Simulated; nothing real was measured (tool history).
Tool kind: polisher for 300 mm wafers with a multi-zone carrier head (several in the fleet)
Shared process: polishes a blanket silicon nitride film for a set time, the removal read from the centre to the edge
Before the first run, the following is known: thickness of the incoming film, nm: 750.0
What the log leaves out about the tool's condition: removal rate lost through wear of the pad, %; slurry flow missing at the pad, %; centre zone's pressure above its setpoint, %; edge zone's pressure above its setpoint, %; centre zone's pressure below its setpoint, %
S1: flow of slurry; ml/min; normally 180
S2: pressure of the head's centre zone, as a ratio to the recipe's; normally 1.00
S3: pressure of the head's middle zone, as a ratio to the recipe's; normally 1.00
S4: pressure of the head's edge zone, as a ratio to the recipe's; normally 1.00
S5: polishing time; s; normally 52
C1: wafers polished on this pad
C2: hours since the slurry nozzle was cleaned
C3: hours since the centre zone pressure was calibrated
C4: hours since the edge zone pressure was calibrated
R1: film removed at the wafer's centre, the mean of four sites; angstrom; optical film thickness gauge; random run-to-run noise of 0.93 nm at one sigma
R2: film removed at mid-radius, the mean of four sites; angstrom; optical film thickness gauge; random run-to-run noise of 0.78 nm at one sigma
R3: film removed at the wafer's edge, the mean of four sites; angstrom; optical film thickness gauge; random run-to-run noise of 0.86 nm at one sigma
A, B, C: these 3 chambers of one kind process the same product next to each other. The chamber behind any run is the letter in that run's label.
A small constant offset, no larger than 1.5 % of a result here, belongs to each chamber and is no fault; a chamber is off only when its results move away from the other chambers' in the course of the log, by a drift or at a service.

| run | hour | S1 | S2 | S3 | S4 | S5 | C1 | C2 | C3 | C4 | R1 | R2 | R3 |
|---|---|---|---|---|---|---|---|---|---|---|---|---|---|
| 1B | 6.7 | 180 | 1.00 | 1.00 | 1.00 | 52 | 445 | 556.2 | 329.1 | 360.0 | 805.80 | 805.40 | 791.07 |
| 2A | 10.2 | 180 | 1.00 | 1.00 | 1.00 | 52 | 737 | 139.7 | 396.4 | 313.1 | 801.83 | 779.61 | 774.41 |
| 3C | 13.6 | 180 | 1.00 | 1.00 | 1.00 | 52 | 442 | 442.1 | 870.5 | 43.0 | 786.04 | 788.37 | 793.71 |
| 4C | 18.8 | 180 | 1.00 | 1.00 | 1.00 | 52 | 505 | 447.3 | 875.7 | 48.2 | 785.56 | 788.17 | 804.28 |
| 5A | 24.2 | 180 | 1.00 | 1.00 | 1.00 | 52 | 906 | 153.7 | 410.4 | 327.1 | 796.90 | 778.65 | 778.63 |
|  | 27.8 | chamber A: worn pad replaced by a new one |
| 6B | 28.4 | 125 | 1.08 | 1.00 | 1.00 | 52 | 707 | 577.9 | 350.8 | 381.7 | 780.67 | 728.33 | 736.91 |
|  | 28.7 | chamber C: slurry nozzle cleaned |
|  | 30.2 | chamber C: worn pad replaced by a new one |
| 7B | 34.2 | 125 | 1.08 | 1.00 | 1.00 | 52 | 777 | 583.7 | 356.6 | 387.5 | 782.59 | 741.93 | 751.16 |
| 8C | 38.0 | 125 | 1.08 | 1.00 | 1.00 | 52 | 94 | 9.4 | 894.9 | 67.4 | 780.89 | 737.78 | 750.72 |
| 9A | 41.7 | 180 | 1.00 | 1.00 | 1.00 | 52 | 168 | 171.2 | 427.9 | 344.6 | 813.31 | 775.63 | 793.24 |
| 10B | 46.4 | 180 | 1.00 | 1.00 | 1.00 | 52 | 924 | 595.9 | 368.8 | 399.7 | 767.97 | 776.60 | 778.98 |
| 11C | 50.1 | 180 | 1.00 | 1.00 | 1.00 | 52 | 240 | 21.5 | 907.0 | 79.5 | 799.05 | 797.89 | 787.35 |
| 12A | 54.5 | 180 | 1.00 | 1.00 | 1.00 | 52 | 322 | 184.0 | 440.7 | 357.4 | 790.19 | 775.62 | 788.92 |
|  | 58.5 | chamber B: slurry nozzle cleaned |
| 13C | 60.1 | 155 | 1.00 | 1.00 | 0.93 | 52 | 360 | 31.5 | 917.0 | 89.5 | 776.44 | 773.19 | 760.73 |
| 14A | 65.0 | 155 | 1.00 | 1.00 | 0.93 | 52 | 449 | 194.5 | 451.2 | 367.9 | 753.75 | 747.75 | 743.56 |
| 15B | 68.4 | 155 | 1.00 | 1.00 | 0.93 | 52 | 1189 | 9.9 | 390.8 | 421.7 | 731.42 | 747.23 | 703.36 |
| 16B | 74.9 | 180 | 1.00 | 1.00 | 1.00 | 52 | 1267 | 16.4 | 397.3 | 428.2 | 755.29 | 760.99 | 773.56 |
| 17C | 78.1 | 180 | 1.05 | 1.00 | 1.00 | 43 | 577 | 49.5 | 935.0 | 107.5 | 675.56 | 644.62 | 663.84 |
| 18A | 81.1 | 180 | 1.05 | 1.00 | 1.00 | 43 | 643 | 210.6 | 467.3 | 384.0 | 689.24 | 644.51 | 645.46 |
| 19B | 85.6 | 180 | 1.05 | 1.00 | 1.00 | 43 | 1396 | 27.1 | 408.0 | 438.9 | 652.85 | 628.65 | 619.70 |
|  | 90.9 | chamber C: worn pad replaced by a new one |
| 20A | 91.8 | 180 | 1.00 | 1.00 | 1.00 | 52 | 772 | 221.3 | 478.0 | 394.7 | 785.11 | 771.03 | 775.54 |
| 21C | 95.1 | 180 | 1.00 | 1.00 | 1.00 | 52 | 50 | 66.5 | 952.0 | 124.5 | 795.47 | 785.69 | 790.00 |
| 22C | 98.3 | 180 | 1.00 | 1.00 | 1.00 | 52 | 89 | 69.7 | 955.2 | 127.7 | 775.68 | 793.26 | 805.52 |
| 23A | 101.5 | 180 | 1.00 | 1.00 | 1.00 | 52 | 889 | 231.0 | 487.7 | 404.4 | 794.03 | 776.39 | 783.74 |
| 24B | 107.8 | 180 | 1.00 | 1.00 | 1.00 | 52 | 1664 | 49.3 | 430.2 | 461.1 | 739.59 | 758.23 | 746.13 |
| 25A | 113.0 | 180 | 1.00 | 1.00 | 1.00 | 52 | 1027 | 242.5 | 499.2 | 415.9 | 777.35 | 773.27 | 782.14 |
|  | 114.9 | chamber B: edge zone pressure recalibrated |
|  | 116.4 | chamber A: worn pad replaced by a new one |
| 26B | 117.1 | 180 | 1.00 | 1.00 | 1.00 | 52 | 1776 | 58.6 | 439.5 | 2.3 | 734.57 | 737.51 | 719.69 |
| 27C | 121.1 | 180 | 1.00 | 1.00 | 1.00 | 52 | 363 | 92.5 | 978.0 | 150.5 | 779.17 | 794.99 | 783.64 |
| 28C | 124.3 | 180 | 1.00 | 1.04 | 1.00 | 64 | 402 | 95.7 | 981.2 | 153.7 | 990.40 | 1003.60 | 983.28 |
| 29B | 129.5 | 180 | 1.00 | 1.04 | 1.00 | 64 | 1925 | 71.0 | 451.9 | 14.7 | 867.45 | 944.54 | 891.62 |
| 30A | 132.9 | 180 | 1.00 | 1.04 | 1.00 | 64 | 199 | 262.4 | 519.1 | 435.8 | 977.81 | 1006.10 | 971.01 |
| 31B | 136.2 | 180 | 1.00 | 1.00 | 1.00 | 52 | 2006 | 77.7 | 458.6 | 21.4 | 722.19 | 739.23 | 730.06 |
| 32A | 142.3 | 180 | 1.08 | 1.00 | 1.11 | 52 | 312 | 271.8 | 528.5 | 445.2 | 848.36 | 766.23 | 829.17 |
|  | 144.7 | chamber C: worn pad replaced by a new one |
| 33C | 146.9 | 180 | 1.08 | 1.00 | 1.11 | 52 | 27 | 118.3 | 1003.8 | 176.3 | 853.23 | 802.98 | 846.02 |
| 34B | 150.3 | 180 | 1.08 | 1.00 | 1.11 | 52 | 2176 | 91.8 | 472.7 | 35.5 | 770.78 | 722.55 | 759.34 |
| 35C | 154.6 | 180 | 1.00 | 1.00 | 1.00 | 52 | 120 | 126.0 | 1011.5 | 184.0 | 781.75 | 794.78 | 794.07 |
| 36A | 159.7 | 180 | 1.00 | 1.00 | 1.00 | 52 | 522 | 289.2 | 545.9 | 462.6 | 774.44 | 767.15 | 799.44 |
| 37C | 163.0 | 180 | 1.00 | 1.00 | 1.00 | 52 | 221 | 134.4 | 1019.9 | 192.4 | 802.26 | 796.61 | 792.39 |

Is one chamber off against the others, does the gauge drift, or is nothing wrong? If a chamber is off, say which, and what the likeliest cause is.

One chamber, B, drifts off from the rest bit by bit.
What lies behind it: removal rate lost through wear of the pad, % = 11.

Here are 4 candidates for chamber B's next run, each the usual settings with a change, their results left as question marks. Which one brings its results back in line with what the others give on the usual settings?
Allowed miss from the other chambers' usual-settings mean, per result, to count as in line: R1 33.00 angstrom; R2 27.00 angstrom; R3 30.00 angstrom
| 38B-1 | 167.9 | 185 | 1.02 | 0.97 | 1.02 | 64 |  |  |  |  | ? | ? | ? |
| 38B-2 | 167.9 | 180 | 0.99 | 1.02 | 0.99 | 47 |  |  |  |  | ? | ? | ? |
| 38B-3 | 167.9 | 180 | 1.01 | 0.99 | 1.01 | 58 |  |  |  |  | ? | ? | ? |
| 38B-4 | 167.9 | 175 | 0.98 | 1.03 | 0.98 | 42 |  |  |  |  | ? | ? | ? |

The mean the other chambers reach with the usual settings: R1 788.54 angstrom; R2 781.73 angstrom; R3 788.39 angstrom
| run | R1 | R2 | R3 |
|---|---|---|---|
| 38B-1 | 882.45 | 854.02 | 878.00 |
| 38B-2 | 624.24 | 654.06 | 632.34 |
| 38B-3 | 787.41 | 785.23 | 788.87 |
| 38B-4 | 548.85 | 587.13 | 560.17 |
The answer is 38B-3, which returns the chamber to within the allowed miss of the others.
